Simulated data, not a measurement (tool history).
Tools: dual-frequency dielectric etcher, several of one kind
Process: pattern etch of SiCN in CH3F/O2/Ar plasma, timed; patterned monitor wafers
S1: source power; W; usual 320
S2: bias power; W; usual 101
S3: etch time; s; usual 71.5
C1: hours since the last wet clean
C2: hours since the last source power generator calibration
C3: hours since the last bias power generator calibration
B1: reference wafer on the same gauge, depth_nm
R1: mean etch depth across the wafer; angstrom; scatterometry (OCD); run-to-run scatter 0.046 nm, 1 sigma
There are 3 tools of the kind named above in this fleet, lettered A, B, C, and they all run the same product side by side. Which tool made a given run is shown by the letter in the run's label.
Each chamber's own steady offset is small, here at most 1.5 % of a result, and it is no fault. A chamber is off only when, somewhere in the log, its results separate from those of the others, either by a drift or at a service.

run,hour,S1,S2,S3,C1,C2,C3,B1,R1
1A,5.5,320,101,71.5,80.9,993.6,4679.5,23.185,276.43
2C,14.2,320,101,71.5,22.5,393.4,3481.2,23.189,281.78
3B,23.1,320,101,71.5,189.0,2771.5,884.2,23.189,278.50
4C,31.5,320,101,71.5,39.8,410.7,3498.5,23.174,281.20
5A,40.2,320,101,71.5,115.6,1028.3,4714.2,23.164,276.29
6B,47.4,320,101,71.5,213.3,2795.8,908.5,23.168,279.11
7B,56.5,320,101,71.5,222.4,2804.9,917.6,23.154,278.11
8A,64.0,320,101,71.5,139.4,1052.1,4738.0,23.146,274.82
9C,69.2,320,101,71.5,77.5,448.4,3536.2,23.156,280.46
10B,77.0,320,101,71.5,242.9,2825.4,938.1,23.132,277.40
11C,84.6,320,101,71.5,92.9,463.8,3551.6,23.123,281.02
12A,88.9,320,101,71.5,164.3,1077.0,4762.9,23.133,274.85
13A,95.1,320,113,71.5,170.5,1083.2,4769.1,23.133,287.12
14C,101.9,320,113,71.5,110.2,481.1,3568.9,23.124,293.54
15B,106.8,320,113,71.5,272.7,2855.2,967.9,23.122,289.40
16B,115.5,320,101,71.5,281.4,2863.9,976.6,23.110,277.98
17A,122.5,320,101,71.5,197.9,1110.6,4796.5,23.099,274.87
18C,129.4,320,120,86.0,137.7,508.6,3596.4,23.094,359.13
19A,135.3,320,120,86.0,210.7,1123.4,4809.3,23.104,353.09
20B,140.3,320,120,86.0,306.2,2888.7,1001.4,23.105,356.66
21C,149.4,320,101,71.5,157.7,528.6,3616.4,23.079,279.96
22B,158.2,350,101,61.5,324.1,2906.6,1019.3,23.067,246.90
23A,167.7,350,101,61.5,243.1,1155.8,4841.7,23.069,243.94
24C,176.5,350,101,61.5,184.8,555.7,3643.5,23.063,249.31
25B,182.2,320,101,71.5,348.1,2930.6,1043.3,23.056,277.15
26C,186.9,270,91,71.5,195.2,566.1,3653.9,23.060,252.29
27A,196.1,270,91,71.5,271.5,1184.2,4870.1,23.043,248.16

Each of the 3 chambers runs these same settings next. Fill in every chamber's results:
28A,203.2,320,92,71.5,,,,,?
28B,203.2,320,92,71.5,,,,,?
28C,203.2,320,92,71.5,,,,,?

run,R1
28A,264.80
28B,267.17
28C,269.52

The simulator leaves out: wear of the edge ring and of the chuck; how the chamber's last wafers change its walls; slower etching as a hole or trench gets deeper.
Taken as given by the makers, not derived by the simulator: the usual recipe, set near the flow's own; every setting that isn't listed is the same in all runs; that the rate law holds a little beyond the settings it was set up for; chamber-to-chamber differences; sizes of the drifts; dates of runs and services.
